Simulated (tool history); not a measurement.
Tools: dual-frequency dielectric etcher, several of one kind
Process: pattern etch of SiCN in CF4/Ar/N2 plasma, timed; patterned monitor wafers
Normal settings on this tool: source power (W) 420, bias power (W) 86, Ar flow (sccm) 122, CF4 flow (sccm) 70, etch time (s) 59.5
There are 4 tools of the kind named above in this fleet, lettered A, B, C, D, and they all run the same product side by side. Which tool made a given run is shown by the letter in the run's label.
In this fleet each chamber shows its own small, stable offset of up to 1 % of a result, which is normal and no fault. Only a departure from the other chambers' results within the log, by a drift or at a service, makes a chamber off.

run	day	source power (W)	bias power (W)	Ar flow (sccm)	CF4 flow (sccm)	etch time (s)	read-back reference wafer on the same gauge, depth_nm	mean etch depth across the wafer (angstrom)
1B	0.183	420	86	122	70	59.5	54.311	501.26
2A	0.375	420	86	122	70	59.5	54.337	491.12
3D	0.546	420	86	122	70	59.5	54.304	497.31
4C	0.854	420	86	122	70	59.5	54.300	500.34
5D	1.038	420	86	122	70	59.5	54.290	498.16
6B	1.296	420	86	122	70	59.5	54.269	501.92
7C	1.617	420	86	122	70	59.5	54.269	499.25
8A	1.925	420	86	122	70	59.5	54.325	494.91
9C	2.258	420	86	122	70	59.5	54.278	496.94
10B	2.521	420	86	122	70	59.5	54.370	499.92
11D	2.742	420	86	122	70	59.5	54.304	499.39
12A	2.954	420	86	122	70	59.5	54.320	494.10
13C	3.175	420	86	122	70	59.5	54.327	498.46
14A	3.338	420	86	122	70	59.5	54.296	497.71
15D	3.679	420	86	122	70	59.5	54.284	500.46
16B	3.867	420	86	122	70	59.5	54.289	504.81
17A	4.088	420	86	122	70	59.5	54.318	495.96
18D	4.317	420	86	122	70	59.5	54.287	501.80
19B	4.612	420	86	122	70	59.5	54.305	503.11
20C	4.912	420	86	122	70	59.5	54.338	497.50
21A	5.167	420	69	122	70	59.5	54.272	457.72
22D	5.479	420	69	122	70	59.5	54.323	459.48
23B	5.671	420	69	122	70	59.5	54.282	461.24
# day 6.021: chamber C: wet clean of the chamber
24C	6.021	420	69	122	70	59.5	54.270	460.96
25D	6.312	420	86	122	58	59.5	54.255	485.37
26C	6.638	420	86	122	58	59.5	54.324	481.38
27A	6.917	420	86	122	58	59.5	54.307	482.00
28B	7.225	420	86	122	58	59.5	54.322	487.73
29B	7.433	420	86	122	70	59.5	54.275	503.38
30A	7.621	420	86	122	70	59.5	54.244	497.67
31D	7.788	420	103	140	70	59.5	54.239	524.62
32C	8.108	420	103	140	70	59.5	54.334	523.82
33C	8.271	420	103	140	70	59.5	54.308	525.09
34B	8.429	420	103	140	70	59.5	54.302	526.48
35D	8.617	420	86	122	70	59.5	54.334	501.97
36A	8.921	420	86	122	70	59.5	54.311	494.95
37A	9.142	420	86	111	70	49.5	54.254	417.22
38B	9.304	420	86	111	70	49.5	54.277	424.59
39C	9.650	420	86	111	70	49.5	54.291	422.46

Predict what each chamber gives when all 4 of them run the settings below next.
40A	9.900	420	86	122	70	51.5		?
40B	9.900	420	86	122	70	51.5		?
40C	9.900	420	86	122	70	51.5		?
40D	9.900	420	86	122	70	51.5		?

run	mean etch depth across the wafer (angstrom)
40A	427.57
40B	435.34
40C	433.14
40D	433.59
